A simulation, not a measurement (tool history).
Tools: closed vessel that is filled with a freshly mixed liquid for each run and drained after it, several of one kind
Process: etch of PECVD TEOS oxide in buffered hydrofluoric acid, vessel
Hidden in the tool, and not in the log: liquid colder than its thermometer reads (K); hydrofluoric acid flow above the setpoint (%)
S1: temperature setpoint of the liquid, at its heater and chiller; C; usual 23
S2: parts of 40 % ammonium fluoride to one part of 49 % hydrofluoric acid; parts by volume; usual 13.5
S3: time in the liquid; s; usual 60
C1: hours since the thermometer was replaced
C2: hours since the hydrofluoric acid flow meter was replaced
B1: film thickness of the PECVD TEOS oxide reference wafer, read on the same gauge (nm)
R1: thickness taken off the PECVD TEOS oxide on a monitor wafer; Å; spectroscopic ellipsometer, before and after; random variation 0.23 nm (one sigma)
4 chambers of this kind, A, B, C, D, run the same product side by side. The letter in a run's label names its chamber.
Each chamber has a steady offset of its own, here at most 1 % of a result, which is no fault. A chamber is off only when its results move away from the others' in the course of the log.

run   hour  S1    S2  S3      C1      C2      B1       R1
 1C    5.3  23  13.5  60  1021.3   697.0  39.998   554.79
 2D    9.9  23  13.5  60  2286.6   391.5  40.030   551.94
 3B   16.0  23  13.5  60   891.1   438.7  39.992   550.47
 4A   22.8  23  13.5  60   784.0  1170.9  39.972   552.55
 5B   29.9  23  13.5  60   905.0   452.6  40.016   547.78
 6A   37.2  23  13.5  60   798.4  1185.3  40.006   553.93
 7D   43.0  23  13.5  60  2319.7   424.6  39.991   555.67
 8C   48.7  23  13.5  60  1064.7   740.4  40.019   560.37
 9C   55.8  23  13.5  60  1071.8   747.5  40.016   561.95
10D   60.8  23  13.5  60  2337.5   442.4  40.004   554.19
      64.6  -- chamber D: hydrofluoric acid flow meter replaced
11B   65.1  23  13.5  60   940.2   487.8  39.995   550.53
12A   71.3  23  13.5  60   832.5  1219.4  39.966   556.13
13B   76.0  23  13.5  60   951.1   498.7  39.989   549.58
14C   82.5  23  13.5  60  1098.5   774.2  40.007   564.42
15D   87.7  23  13.5  60  2364.4    23.1  39.990   549.32
      89.7  -- chamber C: thermometer replaced
16A   91.4  23  13.5  60   852.6  1239.5  39.983   552.73
17A   97.5  23  13.5  60   858.7  1245.6  39.955   551.80
18B  104.6  23  11.0  90   979.7   527.3  39.941  1009.00
19C  108.8  23  11.0  90    19.2   800.5  40.028  1060.60
20D  115.5  23  11.0  90  2392.2    50.9  40.035  1009.90
21C  119.4  23  11.0  90    29.8   811.1  39.996  1062.80
22D  124.9  23  13.5  60  2401.6    60.3  40.030   551.44
23B  128.5  23  13.5  60  1003.6   551.2  40.015   548.86
24A  131.8  23  13.5  60   893.0  1279.9  39.981   548.71
25C  136.6  23  13.5  60    47.0   828.3  40.042   584.08
26B  140.0  23  10.5  60  1015.1   562.7  39.994   699.24
27D  146.1  23  10.5  60  2422.8    81.5  39.968   713.23

Next, every chamber runs the same settings. What will each give?
28A  151.3  23  13.5  75               ?
28B  151.3  23  13.5  75               ?
28C  151.3  23  13.5  75               ?
28D  151.3  23  13.5  75               ?

run      R1
28A  689.62
28B  679.67
28C  727.71
28D  694.79
